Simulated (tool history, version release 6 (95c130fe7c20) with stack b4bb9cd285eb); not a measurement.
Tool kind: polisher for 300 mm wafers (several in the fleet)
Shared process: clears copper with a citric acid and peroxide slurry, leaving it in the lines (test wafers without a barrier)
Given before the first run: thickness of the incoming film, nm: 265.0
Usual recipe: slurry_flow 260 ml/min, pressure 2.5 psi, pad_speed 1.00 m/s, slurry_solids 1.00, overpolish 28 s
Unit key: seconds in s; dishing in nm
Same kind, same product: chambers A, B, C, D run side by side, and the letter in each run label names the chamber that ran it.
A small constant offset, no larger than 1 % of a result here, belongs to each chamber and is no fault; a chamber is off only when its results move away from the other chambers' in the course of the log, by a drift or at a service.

run,hour,slurry_flow,pressure,pad_speed,slurry_solids,overpolish,wafers polished on this pad,hours since the slurry nozzle was cleaned,hours since the head pressure was calibrated,hours since the slurry blender was calibrated,seconds,dishing
1A,7.6,260,2.5,1.00,1.00,28,151,151.5,777.8,148.3,146.75,34.698
2C,14.0,260,2.5,1.00,1.00,28,120,274.6,281.4,63.2,154.64,34.486
3B,21.0,260,2.5,1.00,1.00,28,170,528.0,1226.2,48.2,143.79,33.918
4D,27.8,260,2.5,1.00,1.00,28,241,376.2,280.9,204.1,152.04,33.822
5A,36.6,260,2.5,1.00,1.00,28,274,180.5,806.8,177.3,150.92,32.666
# hour 38.4: chamber C: slurry nozzle cleaned
6B,42.9,260,2.5,0.86,0.75,28,262,549.9,1248.1,70.1,188.78,28.866
7C,48.6,260,2.5,0.86,0.75,28,267,10.2,316.0,97.8,184.37,29.052
8D,55.0,260,2.5,0.86,0.75,28,356,403.4,308.1,231.3,186.79,27.999
9B,62.3,260,2.5,0.86,0.75,28,344,569.3,1267.5,89.5,182.46,28.726
10D,68.6,260,2.5,1.00,1.00,28,414,417.0,321.7,244.9,149.40,33.383
11C,76.3,260,2.5,1.00,1.00,28,384,37.9,343.7,125.5,153.25,34.982
12A,85.2,335,2.5,0.82,1.00,28,479,229.1,855.4,225.9,176.29,28.271
# hour 87.8: chamber B: slurry blender recalibrated
13B,89.8,335,2.5,0.82,1.00,28,461,596.8,1295.0,2.0,172.92,29.957
14A,96.7,335,2.5,0.82,1.00,28,528,240.6,866.9,237.4,174.24,29.941
15D,104.5,335,2.5,0.82,1.00,28,566,452.9,357.6,280.8,177.85,29.235
# hour 106.4: chamber D: slurry blender recalibrated
16C,108.8,260,2.5,1.00,1.00,28,521,70.4,376.2,158.0,148.10,35.118
17D,114.1,325,2.5,1.00,1.00,28,606,462.5,367.2,7.8,147.88,34.124
18A,122.0,325,2.5,1.00,1.00,28,635,265.9,892.2,262.7,142.44,34.106
# hour 122.3: chamber D: worn pad replaced by a new one
19B,128.2,325,2.5,1.00,1.00,28,623,635.2,1333.4,40.4,143.23,35.482
20C,135.9,325,2.5,1.00,1.00,28,636,97.5,403.3,185.1,148.99,35.551
# hour 139.2: chamber B: slurry nozzle cleaned
21B,143.0,260,2.5,1.00,1.00,28,686,3.8,1348.2,55.2,147.74,33.951
22C,151.6,260,2.5,1.00,1.00,28,702,113.2,419.0,200.8,149.87,33.181
23A,156.5,260,2.5,1.00,1.00,28,781,300.4,926.7,297.2,144.35,34.171
24D,161.5,260,2.5,1.00,1.00,28,165,509.9,414.6,55.2,145.92,34.389
# hour 165.3: chamber A: slurry nozzle cleaned
25A,170.4,260,2.5,1.00,1.00,36,840,5.2,940.6,311.1,146.56,41.329

All 4 chambers run these settings next. Forecast each chamber's results:
26A,176.9,260,2.5,1.00,1.00,28,,,,,?,?
26B,176.9,260,2.5,1.00,1.00,28,,,,,?,?
26C,176.9,260,2.5,1.00,1.00,28,,,,,?,?
26D,176.9,260,2.5,1.00,1.00,28,,,,,?,?

run,seconds,dishing
26A,146.99,33.266
26B,144.98,34.119
26C,150.42,33.014
26D,152.04,33.496

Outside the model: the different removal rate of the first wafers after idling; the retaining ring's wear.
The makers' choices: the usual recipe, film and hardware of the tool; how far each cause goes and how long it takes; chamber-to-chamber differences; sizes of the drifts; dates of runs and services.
